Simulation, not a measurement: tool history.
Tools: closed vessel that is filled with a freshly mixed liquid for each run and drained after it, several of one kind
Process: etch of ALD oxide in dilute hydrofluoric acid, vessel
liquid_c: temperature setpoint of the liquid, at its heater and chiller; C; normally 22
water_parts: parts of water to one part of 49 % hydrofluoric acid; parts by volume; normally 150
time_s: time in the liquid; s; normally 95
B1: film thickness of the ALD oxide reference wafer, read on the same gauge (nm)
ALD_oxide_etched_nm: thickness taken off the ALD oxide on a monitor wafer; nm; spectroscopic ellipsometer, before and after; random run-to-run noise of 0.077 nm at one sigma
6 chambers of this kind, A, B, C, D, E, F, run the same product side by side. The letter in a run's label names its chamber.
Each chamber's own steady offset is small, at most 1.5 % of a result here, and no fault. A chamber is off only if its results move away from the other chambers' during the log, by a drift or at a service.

Run 1C, day 0.325: usual settings; B1 79.995. Result: ALD_oxide_etched_nm 10.876 nm.
At day 0.512: chamber F: hydrofluoric acid flow meter replaced.
Run 2A, day 0.658: usual settings; B1 80.02. Result: ALD_oxide_etched_nm 10.963 nm.
Run 3B, day 0.917: usual settings; B1 79.991. Result: ALD_oxide_etched_nm 10.899 nm.
Run 4D, day 1.196: usual settings; B1 80. Result: ALD_oxide_etched_nm 10.983 nm.
Run 5F, day 1.525: usual settings; B1 80.037. Result: ALD_oxide_etched_nm 11.21 nm.
Run 6E, day 1.683: usual settings; B1 80.014. Result: ALD_oxide_etched_nm 10.808 nm.
Run 7A, day 1.988: usual settings; B1 80.013. Result: ALD_oxide_etched_nm 10.99 nm.
Run 8D, day 2.179: usual settings; B1 79.998. Result: ALD_oxide_etched_nm 10.952 nm.
At day 2.258: chamber E: hydrofluoric acid flow meter replaced.
Run 9F, day 2.354: usual settings; B1 80.04. Result: ALD_oxide_etched_nm 10.984 nm.
Run 10B, day 2.621: usual settings but liquid_c 20.5 C, water_parts 125 parts by volume; B1 79.983. Result: ALD_oxide_etched_nm 12.546 nm.
Run 11E, day 2.892: usual settings but liquid_c 20.5 C, water_parts 125 parts by volume; B1 79.997. Result: ALD_oxide_etched_nm 12.819 nm.
Run 12C, day 3.204: usual settings but liquid_c 20.5 C, water_parts 125 parts by volume; B1 80.002. Result: ALD_oxide_etched_nm 12.764 nm.
Run 13E, day 3.492: usual settings but liquid_c 20.5 C, water_parts 125 parts by volume; B1 79.979. Result: ALD_oxide_etched_nm 12.703 nm.
Run 14C, day 3.712: usual settings but liquid_c 20.5 C, water_parts 125 parts by volume; B1 79.997. Result: ALD_oxide_etched_nm 12.692 nm.
Run 15B, day 4.004: usual settings but liquid_c 20.5 C, water_parts 125 parts by volume; B1 80.026. Result: ALD_oxide_etched_nm 12.66 nm.
Run 16A, day 4.25: usual settings; B1 79.99. Result: ALD_oxide_etched_nm 11.129 nm.
Run 17D, day 4.521: usual settings; B1 79.989. Result: ALD_oxide_etched_nm 11.118 nm.
Run 18F, day 4.825: usual settings but water_parts 200 parts by volume, time_s 140 s; B1 80.006. Result: ALD_oxide_etched_nm 11.698 nm.
Run 19D, day 5.075: usual settings but water_parts 200 parts by volume, time_s 140 s; B1 80.028. Result: ALD_oxide_etched_nm 11.509 nm.
Run 20A, day 5.254: usual settings but water_parts 200 parts by volume, time_s 140 s; B1 79.982. Result: ALD_oxide_etched_nm 11.785 nm.
Run 21E, day 5.567: usual settings but water_parts 200 parts by volume, time_s 140 s; B1 80.015. Result: ALD_oxide_etched_nm 11.361 nm.
Run 22F, day 5.762: usual settings but water_parts 200 parts by volume, time_s 140 s; B1 80.014. Result: ALD_oxide_etched_nm 11.514 nm.
Run 23B, day 6: usual settings but water_parts 200 parts by volume, time_s 140 s; B1 79.955. Result: ALD_oxide_etched_nm 11.339 nm.
Run 24C, day 6.208: usual settings; B1 80.022. Result: ALD_oxide_etched_nm 10.918 nm.
Run 25F, day 6.521: usual settings; B1 80.007. Result: ALD_oxide_etched_nm 11.039 nm.
Run 26C, day 6.742: usual settings; B1 80.001. Result: ALD_oxide_etched_nm 11.007 nm.
Run 27B, day 7.042: usual settings but water_parts 125 parts by volume, time_s 70 s; B1 79.989. Result: ALD_oxide_etched_nm 9.9828 nm.
Run 28D, day 7.208: usual settings but water_parts 125 parts by volume, time_s 70 s; B1 79.964. Result: ALD_oxide_etched_nm 10.218 nm.
Run 29A, day 7.475: usual settings but water_parts 125 parts by volume, time_s 70 s; B1 79.972. Result: ALD_oxide_etched_nm 10.351 nm.
Run 30E, day 7.646: usual settings but water_parts 125 parts by volume, time_s 70 s; B1 80.006. Result: ALD_oxide_etched_nm 9.9295 nm.
Run 31E, day 7.85: usual settings but water_parts 125 parts by volume, time_s 70 s; B1 79.992. Result: ALD_oxide_etched_nm 9.886 nm.
Run 32C, day 8.083: usual settings but water_parts 125 parts by volume, time_s 70 s; B1 79.993. Result: ALD_oxide_etched_nm 9.9 nm.
Run 33A, day 8.338: usual settings; B1 80.007. Result: ALD_oxide_etched_nm 11.474 nm.
Run 34B, day 8.542: usual settings; B1 80.001. Result: ALD_oxide_etched_nm 10.834 nm.
Run 35D, day 8.9: usual settings; B1 80.013. Result: ALD_oxide_etched_nm 11.026 nm.
Run 36F, day 9.121: usual settings; B1 80.003. Result: ALD_oxide_etched_nm 11.145 nm.
Run 37C, day 9.367: usual settings; B1 80.023. Result: ALD_oxide_etched_nm 10.886 nm.
Run 38D, day 9.579: usual settings; B1 79.985. Result: ALD_oxide_etched_nm 11.029 nm.
Run 39F, day 9.75: usual settings; B1 80.02. Result: ALD_oxide_etched_nm 11.111 nm.
Run 40A, day 10.075: usual settings; B1 80.017. Result: ALD_oxide_etched_nm 11.801 nm.

Next, every chamber runs the same settings. What will each give?
Run 41A, day 10.342: usual settings. Result: ALD_oxide_etched_nm ?.
Run 41B, day 10.342: usual settings. Result: ALD_oxide_etched_nm ?.
Run 41C, day 10.342: usual settings. Result: ALD_oxide_etched_nm ?.
Run 41D, day 10.342: usual settings. Result: ALD_oxide_etched_nm ?.
Run 41E, day 10.342: usual settings. Result: ALD_oxide_etched_nm ?.
Run 41F, day 10.342: usual settings. Result: ALD_oxide_etched_nm ?.

run  ALD_oxide_etched_nm
41A               11.724
41B               10.939
41C               11.064
41D               11.087
41E               11.016
41F               11.108
